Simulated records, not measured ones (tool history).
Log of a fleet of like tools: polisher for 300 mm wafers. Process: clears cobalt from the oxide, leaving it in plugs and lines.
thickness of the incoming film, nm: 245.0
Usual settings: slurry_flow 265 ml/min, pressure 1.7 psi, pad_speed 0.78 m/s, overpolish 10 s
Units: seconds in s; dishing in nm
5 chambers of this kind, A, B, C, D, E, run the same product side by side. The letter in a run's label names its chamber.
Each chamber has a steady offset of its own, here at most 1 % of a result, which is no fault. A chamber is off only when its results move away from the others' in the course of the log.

{"day": 0.017, "done": "chamber C: head pressure recalibrated"}
{"day": 0.042, "done": "chamber D: head pressure recalibrated"}
{"day": 0.067, "done": "chamber C: slurry nozzle cleaned"}
{"run": "1C", "day": 0.175, "slurry_flow": 265, "pressure": 1.7, "pad_speed": 0.78, "overpolish": 10, "seconds": 67.707, "dishing": 23.291}
{"run": "2E", "day": 0.417, "slurry_flow": 265, "pressure": 1.7, "pad_speed": 0.78, "overpolish": 10, "seconds": 66.586, "dishing": 24.403}
{"run": "3A", "day": 0.592, "slurry_flow": 265, "pressure": 1.7, "pad_speed": 0.78, "overpolish": 10, "seconds": 67.523, "dishing": 23.763}
{"day": 0.788, "done": "chamber B: worn pad replaced by a new one"}
{"run": "4B", "day": 0.825, "slurry_flow": 265, "pressure": 1.7, "pad_speed": 0.78, "overpolish": 10, "seconds": 68.234, "dishing": 22.829}
{"run": "5D", "day": 1.129, "slurry_flow": 265, "pressure": 1.7, "pad_speed": 0.78, "overpolish": 10, "seconds": 67.738, "dishing": 24.032}
{"day": 1.308, "done": "chamber C: worn pad replaced by a new one"}
{"run": "6A", "day": 1.354, "slurry_flow": 265, "pressure": 1.7, "pad_speed": 0.78, "overpolish": 10, "seconds": 67.114, "dishing": 23.699}
{"day": 1.462, "done": "chamber D: worn pad replaced by a new one"}
{"run": "7B", "day": 1.646, "slurry_flow": 265, "pressure": 1.7, "pad_speed": 0.78, "overpolish": 10, "seconds": 68.792, "dishing": 23.225}
{"run": "8E", "day": 1.967, "slurry_flow": 335, "pressure": 1.7, "pad_speed": 0.96, "overpolish": 10, "seconds": 54.26, "dishing": 26.163}
{"run": "9C", "day": 2.192, "slurry_flow": 335, "pressure": 1.7, "pad_speed": 0.96, "overpolish": 10, "seconds": 54.33, "dishing": 26.975}
{"run": "10D", "day": 2.362, "slurry_flow": 335, "pressure": 1.7, "pad_speed": 0.96, "overpolish": 10, "seconds": 53.476, "dishing": 26.458}
{"day": 2.483, "done": "chamber E: worn pad replaced by a new one"}
{"run": "11C", "day": 2.6, "slurry_flow": 335, "pressure": 1.7, "pad_speed": 0.96, "overpolish": 10, "seconds": 54.85, "dishing": 26.952}
{"run": "12E", "day": 2.817, "slurry_flow": 335, "pressure": 1.7, "pad_speed": 0.96, "overpolish": 10, "seconds": 54.955, "dishing": 26.716}
{"run": "13B", "day": 3.1, "slurry_flow": 265, "pressure": 1.7, "pad_speed": 0.78, "overpolish": 10, "seconds": 69.732, "dishing": 23.053}
{"day": 3.217, "done": "chamber A: worn pad replaced by a new one"}
{"run": "14A", "day": 3.45, "slurry_flow": 265, "pressure": 1.7, "pad_speed": 0.78, "overpolish": 10, "seconds": 66.657, "dishing": 23.603}
{"day": 3.746, "done": "chamber B: worn pad replaced by a new one"}
{"run": "15D", "day": 3.771, "slurry_flow": 265, "pressure": 1.7, "pad_speed": 0.78, "overpolish": 10, "seconds": 67.774, "dishing": 23.311}
{"day": 3.879, "done": "chamber D: worn pad replaced by a new one"}
{"run": "16C", "day": 3.967, "slurry_flow": 265, "pressure": 1.7, "pad_speed": 0.78, "overpolish": 10, "seconds": 68.942, "dishing": 22.494}
{"day": 3.988, "done": "chamber A: head pressure recalibrated"}
{"run": "17B", "day": 4.238, "slurry_flow": 265, "pressure": 1.7, "pad_speed": 0.78, "overpolish": 5, "seconds": 68.316, "dishing": 13.738}
{"run": "18D", "day": 4.454, "slurry_flow": 265, "pressure": 1.7, "pad_speed": 0.78, "overpolish": 5, "seconds": 67.581, "dishing": 14.522}
{"run": "19E", "day": 4.608, "slurry_flow": 265, "pressure": 1.7, "pad_speed": 0.78, "overpolish": 5, "seconds": 71.809, "dishing": 13.473}
{"run": "20A", "day": 4.925, "slurry_flow": 265, "pressure": 1.7, "pad_speed": 0.78, "overpolish": 5, "seconds": 67.786, "dishing": 14.704}
{"run": "21E", "day": 5.246, "slurry_flow": 265, "pressure": 1.7, "pad_speed": 0.78, "overpolish": 5, "seconds": 71.95, "dishing": 13.623}
{"run": "22B", "day": 5.538, "slurry_flow": 265, "pressure": 1.7, "pad_speed": 0.78, "overpolish": 10, "seconds": 69.303, "dishing": 24.199}
{"day": 5.792, "done": "chamber B: head pressure recalibrated"}
{"run": "23C", "day": 5.792, "slurry_flow": 265, "pressure": 1.7, "pad_speed": 0.78, "overpolish": 10, "seconds": 68.495, "dishing": 23.392}
{"day": 5.992, "done": "chamber D: worn pad replaced by a new one"}
{"run": "24D", "day": 6.071, "slurry_flow": 265, "pressure": 1.7, "pad_speed": 0.78, "overpolish": 10, "seconds": 68.232, "dishing": 23.912}
{"run": "25A", "day": 6.262, "slurry_flow": 265, "pressure": 1.7, "pad_speed": 0.78, "overpolish": 10, "seconds": 66.79, "dishing": 23.55}
{"day": 6.367, "done": "chamber B: worn pad replaced by a new one"}
{"run": "26C", "day": 6.533, "slurry_flow": 265, "pressure": 1.7, "pad_speed": 1.02, "overpolish": 4, "seconds": 52.314, "dishing": 14.571}
{"run": "27B", "day": 6.725, "slurry_flow": 265, "pressure": 1.7, "pad_speed": 1.02, "overpolish": 4, "seconds": 52.317, "dishing": 14.275}
{"run": "28A", "day": 7.025, "slurry_flow": 265, "pressure": 1.7, "pad_speed": 1.02, "overpolish": 4, "seconds": 51.875, "dishing": 14.932}
{"day": 7.217, "done": "chamber E: worn pad replaced by a new one"}
{"run": "29E", "day": 7.271, "slurry_flow": 265, "pressure": 1.7, "pad_speed": 1.02, "overpolish": 4, "seconds": 56.258, "dishing": 13.685}
{"run": "30D", "day": 7.462, "slurry_flow": 265, "pressure": 1.7, "pad_speed": 1.02, "overpolish": 4, "seconds": 51.755, "dishing": 15.024}

Is one chamber off against the others, does the gauge drift, or is nothing wrong? If a chamber is off, say which, and what the likeliest cause is.

Chamber E drifts away from the others.
Cause: head's pressure below its setpoint, % = 8.7.

Here are 4 candidates for chamber E's next run, each the usual settings with a change, their results left as question marks. Which one brings its results back in line with what the others give on the usual settings?
In line means no further than this from the other chambers' mean on the usual settings: seconds 2.3 s; dishing 1.7 nm
{"run": "31E-1", "day": 7.717, "slurry_flow": 265, "pressure": 1.7, "pad_speed": 0.76, "overpolish": 10, "seconds": "?", "dishing": "?"}
{"run": "31E-2", "day": 7.717, "slurry_flow": 265, "pressure": 1.6, "pad_speed": 0.76, "overpolish": 10, "seconds": "?", "dishing": "?"}
{"run": "31E-3", "day": 7.717, "slurry_flow": 265, "pressure": 1.8, "pad_speed": 0.82, "overpolish": 10, "seconds": "?", "dishing": "?"}
{"run": "31E-4", "day": 7.717, "slurry_flow": 265, "pressure": 1.7, "pad_speed": 0.8, "overpolish": 10, "seconds": "?", "dishing": "?"}

The other chambers' mean on the usual settings: seconds 68.075 s; dishing 23.497 nm
run=31E-1 seconds=76.623 dishing=21.9
run=31E-2 seconds=81.399 dishing=21.047
run=31E-3 seconds=67.122 dishing=23.797
run=31E-4 seconds=72.822 dishing=22.625
31E-3 brings the chamber back in line.

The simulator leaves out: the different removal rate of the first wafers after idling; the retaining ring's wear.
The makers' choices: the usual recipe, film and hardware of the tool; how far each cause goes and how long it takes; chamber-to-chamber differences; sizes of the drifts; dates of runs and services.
